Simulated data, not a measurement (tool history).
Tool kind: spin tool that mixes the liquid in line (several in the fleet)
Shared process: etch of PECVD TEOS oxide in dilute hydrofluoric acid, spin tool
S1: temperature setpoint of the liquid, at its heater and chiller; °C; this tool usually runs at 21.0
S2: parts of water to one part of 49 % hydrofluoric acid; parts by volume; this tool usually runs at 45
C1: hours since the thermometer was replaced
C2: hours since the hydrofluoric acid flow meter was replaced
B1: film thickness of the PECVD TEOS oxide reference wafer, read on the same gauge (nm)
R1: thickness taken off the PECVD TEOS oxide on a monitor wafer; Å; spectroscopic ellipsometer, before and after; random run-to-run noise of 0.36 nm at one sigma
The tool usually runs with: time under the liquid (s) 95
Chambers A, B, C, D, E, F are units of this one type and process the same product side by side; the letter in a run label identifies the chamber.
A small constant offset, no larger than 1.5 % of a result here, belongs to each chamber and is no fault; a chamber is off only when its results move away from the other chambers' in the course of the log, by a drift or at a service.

{"run": "1A", "hour": 8.1, "S1": 21.0, "S2": 45, "time under the liquid (s)": 95, "C1": 168.8, "C2": 151.1, "B1": 39.972, "R1": 388.67}
{"hour": 14.8, "done": "chamber B: hydrofluoric acid flow meter replaced"}
{"run": "2D", "hour": 20.0, "S1": 21.0, "S2": 45, "time under the liquid (s)": 95, "C1": 350.8, "C2": 402.3, "B1": 39.974, "R1": 378.88}
{"run": "3F", "hour": 27.4, "S1": 21.0, "S2": 45, "time under the liquid (s)": 95, "C1": 637.6, "C2": 242.7, "B1": 40.009, "R1": 379.95}
{"run": "4E", "hour": 34.3, "S1": 21.0, "S2": 45, "time under the liquid (s)": 95, "C1": 689.2, "C2": 849.3, "B1": 40.013, "R1": 380.88}
{"run": "5B", "hour": 43.7, "S1": 21.0, "S2": 45, "time under the liquid (s)": 95, "C1": 930.9, "C2": 29.0, "B1": 40.032, "R1": 379.84}
{"run": "6C", "hour": 56.8, "S1": 21.0, "S2": 45, "time under the liquid (s)": 95, "C1": 552.8, "C2": 452.0, "B1": 39.996, "R1": 378.39}
{"run": "7F", "hour": 65.1, "S1": 21.0, "S2": 45, "time under the liquid (s)": 65, "C1": 675.3, "C2": 280.4, "B1": 40.007, "R1": 258.85}
{"run": "8B", "hour": 75.7, "S1": 21.0, "S2": 45, "time under the liquid (s)": 65, "C1": 962.9, "C2": 61.0, "B1": 40.0, "R1": 260.84}
{"run": "9D", "hour": 86.3, "S1": 21.0, "S2": 45, "time under the liquid (s)": 65, "C1": 417.1, "C2": 468.6, "B1": 40.008, "R1": 257.06}
{"run": "10E", "hour": 96.1, "S1": 21.0, "S2": 45, "time under the liquid (s)": 65, "C1": 751.0, "C2": 911.1, "B1": 40.01, "R1": 256.59}
{"run": "11A", "hour": 105.7, "S1": 21.0, "S2": 45, "time under the liquid (s)": 65, "C1": 266.4, "C2": 248.7, "B1": 40.008, "R1": 259.51}
{"run": "12C", "hour": 114.6, "S1": 21.0, "S2": 45, "time under the liquid (s)": 65, "C1": 610.6, "C2": 509.8, "B1": 39.99, "R1": 258.31}
{"run": "13B", "hour": 124.4, "S1": 21.0, "S2": 45, "time under the liquid (s)": 95, "C1": 1011.6, "C2": 109.7, "B1": 39.994, "R1": 377.42}
{"run": "14F", "hour": 133.8, "S1": 21.0, "S2": 45, "time under the liquid (s)": 95, "C1": 744.0, "C2": 349.1, "B1": 39.999, "R1": 379.37}
{"run": "15E", "hour": 143.5, "S1": 21.0, "S2": 45, "time under the liquid (s)": 95, "C1": 798.4, "C2": 958.5, "B1": 39.995, "R1": 373.53}
{"run": "16A", "hour": 152.7, "S1": 21.0, "S2": 45, "time under the liquid (s)": 95, "C1": 313.4, "C2": 295.7, "B1": 40.028, "R1": 378.61}
{"hour": 157.1, "done": "chamber E: hydrofluoric acid flow meter replaced"}
{"run": "17C", "hour": 165.4, "S1": 21.0, "S2": 45, "time under the liquid (s)": 95, "C1": 661.4, "C2": 560.6, "B1": 40.006, "R1": 377.88}
{"run": "18D", "hour": 177.3, "S1": 21.0, "S2": 45, "time under the liquid (s)": 95, "C1": 508.1, "C2": 559.6, "B1": 40.009, "R1": 381.34}
{"run": "19D", "hour": 189.9, "S1": 21.0, "S2": 45, "time under the liquid (s)": 95, "C1": 520.7, "C2": 572.2, "B1": 39.993, "R1": 373.61}
{"run": "20B", "hour": 200.6, "S1": 21.0, "S2": 45, "time under the liquid (s)": 95, "C1": 1087.8, "C2": 185.9, "B1": 39.994, "R1": 376.43}
{"run": "21C", "hour": 207.5, "S1": 21.0, "S2": 45, "time under the liquid (s)": 95, "C1": 703.5, "C2": 602.7, "B1": 39.993, "R1": 383.38}
{"run": "22E", "hour": 220.0, "S1": 21.0, "S2": 45, "time under the liquid (s)": 95, "C1": 874.9, "C2": 62.9, "B1": 40.002, "R1": 370.56}
{"run": "23A", "hour": 229.9, "S1": 21.0, "S2": 45, "time under the liquid (s)": 95, "C1": 390.6, "C2": 372.9, "B1": 40.024, "R1": 382.28}
{"run": "24F", "hour": 237.7, "S1": 21.0, "S2": 45, "time under the liquid (s)": 95, "C1": 847.9, "C2": 453.0, "B1": 39.99, "R1": 372.89}
{"run": "25B", "hour": 249.0, "S1": 21.0, "S2": 45, "time under the liquid (s)": 95, "C1": 1136.2, "C2": 234.3, "B1": 39.984, "R1": 383.57}
{"run": "26F", "hour": 257.2, "S1": 21.0, "S2": 45, "time under the liquid (s)": 95, "C1": 867.4, "C2": 472.5, "B1": 39.962, "R1": 378.16}
{"run": "27D", "hour": 266.9, "S1": 21.0, "S2": 45, "time under the liquid (s)": 95, "C1": 597.7, "C2": 649.2, "B1": 39.998, "R1": 382.61}
{"run": "28A", "hour": 278.3, "S1": 25.0, "S2": 45, "time under the liquid (s)": 95, "C1": 439.0, "C2": 421.3, "B1": 40.011, "R1": 470.98}
{"run": "29E", "hour": 285.2, "S1": 25.0, "S2": 45, "time under the liquid (s)": 95, "C1": 940.1, "C2": 128.1, "B1": 40.021, "R1": 440.92}
{"run": "30C", "hour": 296.6, "S1": 25.0, "S2": 45, "time under the liquid (s)": 95, "C1": 792.6, "C2": 691.8, "B1": 40.001, "R1": 441.46}
{"run": "31C", "hour": 310.1, "S1": 25.0, "S2": 45, "time under the liquid (s)": 95, "C1": 806.1, "C2": 705.3, "B1": 40.02, "R1": 453.82}
{"run": "32E", "hour": 316.5, "S1": 25.0, "S2": 45, "time under the liquid (s)": 95, "C1": 971.4, "C2": 159.4, "B1": 40.028, "R1": 430.84}
{"run": "33F", "hour": 327.7, "S1": 25.0, "S2": 45, "time under the liquid (s)": 95, "C1": 937.9, "C2": 543.0, "B1": 39.974, "R1": 457.83}
{"run": "34B", "hour": 338.0, "S1": 21.0, "S2": 45, "time under the liquid (s)": 95, "C1": 1225.2, "C2": 323.3, "B1": 40.013, "R1": 379.63}
{"hour": 344.7, "done": "chamber D: hydrofluoric acid flow meter replaced"}
{"run": "35D", "hour": 349.7, "S1": 17.5, "S2": 35, "time under the liquid (s)": 95, "C1": 680.5, "C2": 5.0, "B1": 40.005, "R1": 430.24}
{"run": "36A", "hour": 356.0, "S1": 17.5, "S2": 35, "time under the liquid (s)": 95, "C1": 516.7, "C2": 499.0, "B1": 39.991, "R1": 449.48}
{"run": "37A", "hour": 369.9, "S1": 17.5, "S2": 35, "time under the liquid (s)": 95, "C1": 530.6, "C2": 512.9, "B1": 40.015, "R1": 456.49}
{"run": "38F", "hour": 379.6, "S1": 17.5, "S2": 35, "time under the liquid (s)": 95, "C1": 989.8, "C2": 594.9, "B1": 40.012, "R1": 413.1}
{"run": "39B", "hour": 387.2, "S1": 17.5, "S2": 35, "time under the liquid (s)": 95, "C1": 1274.4, "C2": 372.5, "B1": 39.999, "R1": 424.55}
{"run": "40C", "hour": 400.3, "S1": 17.5, "S2": 35, "time under the liquid (s)": 95, "C1": 896.3, "C2": 795.5, "B1": 39.975, "R1": 420.23}
{"run": "41D", "hour": 410.9, "S1": 21.0, "S2": 45, "time under the liquid (s)": 95, "C1": 741.7, "C2": 66.2, "B1": 40.011, "R1": 378.47}
{"run": "42E", "hour": 420.0, "S1": 21.0, "S2": 45, "time under the liquid (s)": 95, "C1": 1074.9, "C2": 262.9, "B1": 40.008, "R1": 366.81}
{"run": "43E", "hour": 430.4, "S1": 21.0, "S2": 45, "time under the liquid (s)": 95, "C1": 1085.3, "C2": 273.3, "B1": 39.984, "R1": 378.34}
{"run": "44B", "hour": 437.4, "S1": 21.0, "S2": 45, "time under the liquid (s)": 95, "C1": 1324.6, "C2": 422.7, "B1": 40.018, "R1": 378.95}

Next, all 6 chambers run the settings below, one line each with question marks for the results. What does each chamber give?
{"run": "45A", "hour": 447.4, "S1": 21.0, "S2": 60, "time under the liquid (s)": 95, "R1": "?"}
{"run": "45B", "hour": 447.4, "S1": 21.0, "S2": 60, "time under the liquid (s)": 95, "R1": "?"}
{"run": "45C", "hour": 447.4, "S1": 21.0, "S2": 60, "time under the liquid (s)": 95, "R1": "?"}
{"run": "45D", "hour": 447.4, "S1": 21.0, "S2": 60, "time under the liquid (s)": 95, "R1": "?"}
{"run": "45E", "hour": 447.4, "S1": 21.0, "S2": 60, "time under the liquid (s)": 95, "R1": "?"}
{"run": "45F", "hour": 447.4, "S1": 21.0, "S2": 60, "time under the liquid (s)": 95, "R1": "?"}

run=45A R1=308.82
run=45B R1=278.13
run=45C R1=279.59
run=45D R1=275.99
run=45E R1=276.00
run=45F R1=276.67

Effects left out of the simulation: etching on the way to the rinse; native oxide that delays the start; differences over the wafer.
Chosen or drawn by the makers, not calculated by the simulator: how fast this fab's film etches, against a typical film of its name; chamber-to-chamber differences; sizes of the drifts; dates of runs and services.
